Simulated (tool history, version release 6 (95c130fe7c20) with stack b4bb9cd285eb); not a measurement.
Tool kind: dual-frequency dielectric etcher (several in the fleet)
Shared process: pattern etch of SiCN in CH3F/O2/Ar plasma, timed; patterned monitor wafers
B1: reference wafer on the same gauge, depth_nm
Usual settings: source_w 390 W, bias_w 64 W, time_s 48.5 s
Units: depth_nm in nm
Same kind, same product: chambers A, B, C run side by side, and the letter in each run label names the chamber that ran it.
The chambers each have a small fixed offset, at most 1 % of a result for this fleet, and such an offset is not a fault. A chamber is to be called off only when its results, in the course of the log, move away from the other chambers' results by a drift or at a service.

Run 1C, hour 15.6: usual settings; B1 14.909. Result: depth_nm 17.357 nm.
Run 2B, hour 23.7: usual settings; B1 14.907. Result: depth_nm 17.257 nm.
Run 3A, hour 39.1: usual settings; B1 14.912. Result: depth_nm 17.448 nm.
Run 4A, hour 51.4: usual settings; B1 14.916. Result: depth_nm 17.397 nm.
Run 5C, hour 60.7: usual settings but time_s 59.0 s; B1 14.920. Result: depth_nm 21.125 nm.
Run 6B, hour 73.5: usual settings but time_s 59.0 s; B1 14.925. Result: depth_nm 21.004 nm.
Run 7B, hour 82.0: usual settings but time_s 59.0 s; B1 14.919. Result: depth_nm 21.005 nm.
At hour 90.4: chamber A: wet clean of the chamber.
Run 8C, hour 94.9: usual settings but bias_w 74 W, time_s 40.0 s; B1 14.928. Result: depth_nm 15.113 nm.
Run 9A, hour 110.3: usual settings but bias_w 74 W, time_s 40.0 s; B1 14.928. Result: depth_nm 15.151 nm.
At hour 116.3: chamber C: wet clean of the chamber.
Run 10A, hour 118.3: usual settings but bias_w 74 W, time_s 40.0 s; B1 14.934. Result: depth_nm 15.157 nm.
Run 11B, hour 128.3: usual settings; B1 14.930. Result: depth_nm 17.287 nm.
Run 12C, hour 139.7: usual settings; B1 14.942. Result: depth_nm 17.423 nm.
At hour 148.3: chamber B: wet clean of the chamber.
Run 13B, hour 153.5: usual settings; B1 14.953. Result: depth_nm 17.288 nm.
Run 14A, hour 167.5: usual settings but source_w 440 W, bias_w 70 W; B1 14.942. Result: depth_nm 18.864 nm.
Run 15C, hour 181.6: usual settings but source_w 440 W, bias_w 70 W; B1 14.950. Result: depth_nm 18.819 nm.
Run 16C, hour 194.7: usual settings but source_w 440 W, bias_w 70 W; B1 14.959. Result: depth_nm 18.877 nm.
Run 17A, hour 207.8: usual settings; B1 14.959. Result: depth_nm 17.500 nm.
Run 18B, hour 223.3: usual settings; B1 14.970. Result: depth_nm 17.307 nm.
Run 19B, hour 230.5: usual settings; B1 14.969. Result: depth_nm 17.266 nm.
Run 20C, hour 238.2: usual settings; B1 14.967. Result: depth_nm 17.485 nm.
Run 21A, hour 254.3: usual settings; B1 14.979. Result: depth_nm 17.534 nm.
Run 22B, hour 265.1: usual settings; B1 14.976. Result: depth_nm 17.306 nm.
Run 23A, hour 280.0: usual settings; B1 14.982. Result: depth_nm 17.485 nm.
Run 24C, hour 295.3: usual settings; B1 14.989. Result: depth_nm 17.519 nm.
Run 25B, hour 309.8: usual settings; B1 14.991. Result: depth_nm 17.304 nm.
Run 26C, hour 324.5: usual settings but source_w 480 W, time_s 43.5 s; B1 14.998. Result: depth_nm 16.980 nm.
Run 27A, hour 332.6: usual settings but source_w 480 W, time_s 43.5 s; B1 14.997. Result: depth_nm 16.951 nm.
Run 28C, hour 342.5: usual settings but source_w 480 W, time_s 43.5 s; B1 15.003. Result: depth_nm 16.979 nm.
Run 29A, hour 356.7: usual settings; B1 15.008. Result: depth_nm 17.531 nm.

Each of the 3 chambers runs these same settings next. Fill in every chamber's results:
Run 30A, hour 368.3: usual settings but source_w 340 W. Result: depth_nm ?.
Run 30B, hour 368.3: usual settings but source_w 340 W. Result: depth_nm ?.
Run 30C, hour 368.3: usual settings but source_w 340 W. Result: depth_nm ?.

run  depth_nm
30A    16.640
30B    16.544
30C    16.680
